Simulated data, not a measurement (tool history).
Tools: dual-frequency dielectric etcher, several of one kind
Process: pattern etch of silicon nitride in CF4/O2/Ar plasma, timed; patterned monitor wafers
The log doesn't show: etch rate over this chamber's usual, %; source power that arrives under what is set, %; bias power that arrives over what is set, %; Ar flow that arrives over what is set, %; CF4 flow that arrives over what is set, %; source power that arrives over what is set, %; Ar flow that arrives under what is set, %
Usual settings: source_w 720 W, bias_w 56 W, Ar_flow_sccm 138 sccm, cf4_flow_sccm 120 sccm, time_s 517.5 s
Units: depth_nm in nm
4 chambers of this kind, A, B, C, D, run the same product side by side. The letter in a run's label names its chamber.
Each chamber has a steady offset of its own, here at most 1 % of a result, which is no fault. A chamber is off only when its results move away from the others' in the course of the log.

run	day	source_w	bias_w	Ar_flow_sccm	cf4_flow_sccm	time_s	hours since the last wet clean	hours since the last source power generator calibration	hours since the last bias power generator calibration	hours since the last Ar flow controller change	hours since the last CF4 flow controller change	read-back reference wafer on the same gauge, depth_nm	depth_nm
1D	0.246	720	56	138	120	517.5	251.1	1540.7	2894.1	1947.6	2296.1	1270.2	1379.8
2A	0.458	720	56	138	120	517.5	221.5	2606.1	556.3	3738.3	1975.3	1270.5	1370.9
3C	0.642	720	56	138	120	517.5	437.3	3457.2	3616	715.5	3902.5	1270.6	1386.6
4B	0.879	720	56	138	120	517.5	379.1	2711.5	1374.7	1159.1	2669.7	1270	1373.8
5C	1.183	720	56	138	120	517.5	450.3	3470.2	3629	728.5	3915.5	1270.9	1388.9
6D	1.488	720	56	138	120	517.5	280.9	1570.5	2923.9	1977.4	2325.9	1270.2	1378.1
# day 1.883: chamber B: source power generator calibrated
7B	1.908	720	65	148	120	517.5	403.8	0.7	1399.4	1183.8	2694.4	1271	1442.4
# day 1.917: chamber B: wet clean of the chamber
8A	2.179	720	65	148	120	517.5	262.8	2647.4	597.6	3779.6	2016.6	1271.1	1442.4
9A	2.442	720	65	148	120	517.5	269.1	2653.7	603.9	3785.9	2022.9	1271.3	1441.3
10D	2.721	720	65	148	120	517.5	310.5	1600.1	2953.5	2007	2355.5	1271.1	1451.9
# day 2.788: chamber C: wet clean of the chamber
11B	2.904	720	44	138	120	517.5	23.8	24.6	1423.3	1207.7	2718.3	1271.4	1254.2
12C	3.329	720	44	138	120	517.5	13	3521.7	3680.5	780	3967	1271.3	1272.3
13C	3.604	720	44	138	120	517.5	19.6	3528.3	3687.1	786.6	3973.6	1272.1	1274
14D	3.867	720	44	138	120	517.5	338	1627.6	2981	2034.5	2383	1272.1	1264.5
15A	4.108	720	56	138	108	517.5	309.1	2693.7	643.9	3825.9	2062.9	1271.6	1356
16B	4.379	720	56	138	108	517.5	59.2	60	1458.7	1243.1	2753.7	1271.9	1355.4
17A	4.583	720	56	138	108	517.5	320.5	2705.1	655.3	3837.3	2074.3	1271.9	1353.9
18B	4.888	720	56	138	108	517.5	71.4	72.2	1470.9	1255.3	2765.9	1272.1	1355.5
19D	5.088	720	56	138	120	517.5	367.3	1656.9	3010.3	2063.8	2412.3	1272.1	1384.9
# day 5.271: chamber B: CF4 flow controller replaced
20C	5.308	720	56	138	138	517.5	60.5	3569.2	3728	827.5	4014.5	1272.2	1416.4
21C	5.579	720	56	138	138	517.5	67	3575.7	3734.5	834	4021	1272.3	1417.8
22B	5.838	720	56	138	138	517.5	94.2	95	1493.7	1278.1	13.7	1272.3	1397.7
23D	6.175	720	56	138	138	517.5	393.4	1683	3036.4	2089.9	2438.4	1272.7	1407
24A	6.579	720	56	138	120	517.5	368.4	2753	703.2	3885.2	2122.2	1272.8	1373.5
25C	6.954	720	56	138	120	517.5	100	3608.7	3767.5	867	4054	1273.1	1388.8
26A	7.171	720	56	138	120	517.5	382.6	2767.2	717.4	3899.4	2136.4	1273.3	1374
27B	7.579	720	56	138	120	517.5	136	136.8	1535.5	1319.9	55.5	1273.1	1375.3
28D	8	720	56	138	120	517.5	437.2	1726.8	3080.2	2133.7	2482.2	1273.3	1386.7
29D	8.383	720	56	138	120	517.5	446.4	1736	3089.4	2142.9	2491.4	1273.6	1384.6
30C	8.733	720	51	167	120	517.5	142.7	3651.4	3810.2	909.7	4096.7	1273.9	1310.6
# day 8.792: chamber A: wet clean of the chamber
31B	8.996	720	51	167	120	517.5	170	170.8	1569.5	1353.9	89.5	1273.6	1293.2
32A	9.362	720	51	167	120	517.5	13.7	2819.8	770	3952	2189	1273.7	1293.8
33B	9.746	720	51	167	120	517.5	188	188.8	1587.5	1371.9	107.5	1274.1	1293.7
34D	10.008	720	56	138	120	517.5	485.4	1775	3128.4	2181.9	2530.4	1273.9	1384.8
35A	10.429	720	56	138	120	517.5	39.3	2845.4	795.6	3977.6	2214.6	1274.6	1375.9
36C	10.85	720	56	138	120	517.5	193.5	3702.2	3861	960.5	4147.5	1274.8	1396.4
37C	11.217	720	56	138	120	517.5	202.3	3711	3869.8	969.3	4156.3	1274.6	1394.9
# day 11.375: chamber D: wet clean of the chamber
38A	11.433	720	56	138	120	517.5	63.4	2869.5	819.7	4001.7	2238.7	1275	1375.3
39D	11.654	720	56	138	120	517.5	6.8	1814.5	3167.9	2221.4	2569.9	1274.8	1386.8
40B	11.879	620	56	138	120	517.5	239.2	240	1638.7	1423.1	158.7	1275.2	1209.7
41A	12.075	620	56	138	120	517.5	78.8	2884.9	835.1	4017.1	2254.1	1275	1211.7
42B	12.417	620	56	138	120	517.5	252.1	252.9	1651.6	1436	171.6	1275.6	1212
43C	12.75	620	56	138	120	517.5	239.1	3747.8	3906.6	1006.1	4193.1	1275.1	1226.5

All 4 chambers run these settings next. Forecast each chamber's results:
44A	13.054	720	56	138	120	517.5							?
44B	13.054	720	56	138	120	517.5							?
44C	13.054	720	56	138	120	517.5							?
44D	13.054	720	56	138	120	517.5							?

run	depth_nm
44A	1377.7
44B	1379.4
44C	1392.1
44D	1383.5
